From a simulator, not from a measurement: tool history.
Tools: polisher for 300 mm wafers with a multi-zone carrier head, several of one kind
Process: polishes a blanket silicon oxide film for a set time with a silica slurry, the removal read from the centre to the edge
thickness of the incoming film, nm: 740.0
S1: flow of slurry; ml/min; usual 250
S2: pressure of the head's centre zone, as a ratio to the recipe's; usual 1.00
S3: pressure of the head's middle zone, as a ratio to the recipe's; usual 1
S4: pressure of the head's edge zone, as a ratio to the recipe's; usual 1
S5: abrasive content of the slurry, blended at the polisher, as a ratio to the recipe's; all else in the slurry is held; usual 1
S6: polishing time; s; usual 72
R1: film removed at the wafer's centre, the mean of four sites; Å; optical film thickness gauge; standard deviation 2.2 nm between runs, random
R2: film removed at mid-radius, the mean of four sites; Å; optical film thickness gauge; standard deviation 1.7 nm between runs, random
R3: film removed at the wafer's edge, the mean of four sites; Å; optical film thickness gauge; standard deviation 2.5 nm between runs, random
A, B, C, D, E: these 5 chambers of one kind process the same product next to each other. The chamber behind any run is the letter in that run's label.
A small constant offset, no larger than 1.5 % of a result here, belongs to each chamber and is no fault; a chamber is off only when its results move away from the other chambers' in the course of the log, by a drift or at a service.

At hour 6.4: chamber B: slurry nozzle cleaned.
Run 1A, hour 10.4: usual settings. Result: R1 1826.7 Å, R2 1874.0 Å, R3 1884.1 Å.
At hour 14.8: chamber A: worn pad replaced by a new one.
Run 2E, hour 19.9: usual settings. Result: R1 1865.8 Å, R2 1888.5 Å, R3 1909.3 Å.
At hour 25.8: chamber D: worn pad replaced by a new one.
At hour 30.8: chamber D: centre zone pressure recalibrated.
Run 3B, hour 34.4: usual settings. Result: R1 1887.6 Å, R2 1895.9 Å, R3 1893.2 Å.
Run 4D, hour 43.4: usual settings. Result: R1 1861.1 Å, R2 1857.8 Å, R3 1901.5 Å.
At hour 45.1: chamber B: worn pad replaced by a new one.
At hour 48.1: chamber E: worn pad replaced by a new one.
Run 5C, hour 49.8: usual settings. Result: R1 1840.0 Å, R2 1864.7 Å, R3 1902.7 Å.
At hour 56.2: chamber A: centre zone pressure recalibrated.
Run 6B, hour 64.6: usual settings. Result: R1 1878.4 Å, R2 1882.1 Å, R3 1929.0 Å.
At hour 67.9: chamber C: worn pad replaced by a new one.
At hour 70.0: chamber A: worn pad replaced by a new one.
Run 7E, hour 75.4: usual settings. Result: R1 1882.5 Å, R2 1908.3 Å, R3 1915.4 Å.
Run 8A, hour 86.9: usual settings but S1 280 ml/min, S2 1.08. Result: R1 2079.7 Å, R2 1900.9 Å, R3 1906.2 Å.
At hour 90.0: chamber D: worn pad replaced by a new one.
Run 9C, hour 95.0: usual settings but S1 280 ml/min, S2 1.08. Result: R1 2055.6 Å, R2 1898.6 Å, R3 1916.7 Å.
At hour 102.3: chamber C: edge zone pressure recalibrated.
At hour 105.3: chamber B: edge zone pressure recalibrated.
Run 10D, hour 108.5: usual settings but S1 280 ml/min, S2 1.08. Result: R1 2086.2 Å, R2 1939.0 Å, R3 1925.2 Å.
Run 11D, hour 117.7: usual settings but S1 280 ml/min, S2 1.08. Result: R1 2068.9 Å, R2 1896.2 Å, R3 1915.6 Å.
At hour 119.9: chamber C: slurry nozzle cleaned.
At hour 124.5: chamber A: worn pad replaced by a new one.
Run 12A, hour 127.3: usual settings but S1 280 ml/min, S2 1.08. Result: R1 2080.8 Å, R2 1914.6 Å, R3 1917.9 Å.
Run 13B, hour 142.2: usual settings. Result: R1 1831.9 Å, R2 1847.3 Å, R3 1923.3 Å.
At hour 150.5: chamber C: worn pad replaced by a new one.
Run 14C, hour 150.7: usual settings. Result: R1 1893.1 Å, R2 1857.4 Å, R3 1902.6 Å.
At hour 150.9: chamber B: worn pad replaced by a new one.
At hour 152.9: chamber E: worn pad replaced by a new one.
At hour 161.6: chamber D: worn pad replaced by a new one.
Run 15E, hour 161.8: usual settings. Result: R1 1892.0 Å, R2 1911.3 Å, R3 1895.5 Å.
Run 16A, hour 169.7: usual settings. Result: R1 1902.6 Å, R2 1894.6 Å, R3 1845.7 Å.
Run 17D, hour 178.7: usual settings. Result: R1 1853.1 Å, R2 1871.1 Å, R3 1855.8 Å.
Run 18E, hour 190.1: usual settings. Result: R1 1884.7 Å, R2 1902.0 Å, R3 1874.0 Å.
At hour 196.0: chamber A: worn pad replaced by a new one.
Run 19B, hour 198.0: usual settings but S2 0.95, S6 48 s. Result: R1 1194.3 Å, R2 1257.4 Å, R3 1287.5 Å.
Run 20C, hour 205.0: usual settings but S2 0.95, S6 48 s. Result: R1 1166.4 Å, R2 1261.1 Å, R3 1266.3 Å.
Run 21C, hour 213.4: usual settings but S2 0.95, S6 48 s. Result: R1 1184.9 Å, R2 1252.5 Å, R3 1292.1 Å.
Run 22D, hour 220.7: usual settings but S2 0.95, S6 48 s. Result: R1 1193.5 Å, R2 1259.7 Å, R3 1233.5 Å.
At hour 221.6: chamber D: slurry nozzle cleaned.
Run 23A, hour 228.2: usual settings but S2 0.95, S6 48 s. Result: R1 1212.8 Å, R2 1242.0 Å, R3 1253.3 Å.
At hour 229.1: chamber D: worn pad replaced by a new one.
At hour 230.1: chamber C: worn pad replaced by a new one.
At hour 233.1: chamber B: worn pad replaced by a new one.
Run 24E, hour 238.2: usual settings. Result: R1 1870.5 Å, R2 1890.3 Å, R3 1898.2 Å.
Run 25B, hour 246.0: usual settings but S1 335 ml/min, S6 58 s. Result: R1 1569.3 Å, R2 1563.4 Å, R3 1526.6 Å.
At hour 256.0: chamber E: worn pad replaced by a new one.
Run 26C, hour 259.3: usual settings but S1 335 ml/min, S6 58 s. Result: R1 1577.4 Å, R2 1566.5 Å, R3 1536.5 Å.
At hour 263.2: chamber A: worn pad replaced by a new one.
Run 27E, hour 271.4: usual settings but S1 335 ml/min, S6 58 s. Result: R1 1537.3 Å, R2 1571.2 Å, R3 1552.5 Å.
Run 28D, hour 284.3: usual settings but S1 335 ml/min, S6 58 s. Result: R1 1584.3 Å, R2 1560.5 Å, R3 1561.7 Å.
Run 29B, hour 298.4: usual settings but S1 335 ml/min, S6 58 s. Result: R1 1560.7 Å, R2 1564.7 Å, R3 1529.3 Å.
Run 30A, hour 305.1: usual settings. Result: R1 1855.0 Å, R2 1905.3 Å, R3 1896.2 Å.
Run 31A, hour 313.4: usual settings. Result: R1 1851.9 Å, R2 1869.8 Å, R3 1864.3 Å.

Each of the 5 chambers runs these same settings next. Fill in every chamber's results:
Run 32A, hour 324.1: usual settings. Result: R1 ?, R2 ?, R3 ?.
Run 32B, hour 324.1: usual settings. Result: R1 ?, R2 ?, R3 ?.
Run 32C, hour 324.1: usual settings. Result: R1 ?, R2 ?, R3 ?.
Run 32D, hour 324.1: usual settings. Result: R1 ?, R2 ?, R3 ?.
Run 32E, hour 324.1: usual settings. Result: R1 ?, R2 ?, R3 ?.

run      R1      R2      R3
32A  1862.0  1853.0  1887.7
32B  1874.6  1890.3  1912.2
32C  1881.6  1875.1  1869.9
32D  1907.2  1904.8  1891.1
32E  1886.5  1882.2  1913.3

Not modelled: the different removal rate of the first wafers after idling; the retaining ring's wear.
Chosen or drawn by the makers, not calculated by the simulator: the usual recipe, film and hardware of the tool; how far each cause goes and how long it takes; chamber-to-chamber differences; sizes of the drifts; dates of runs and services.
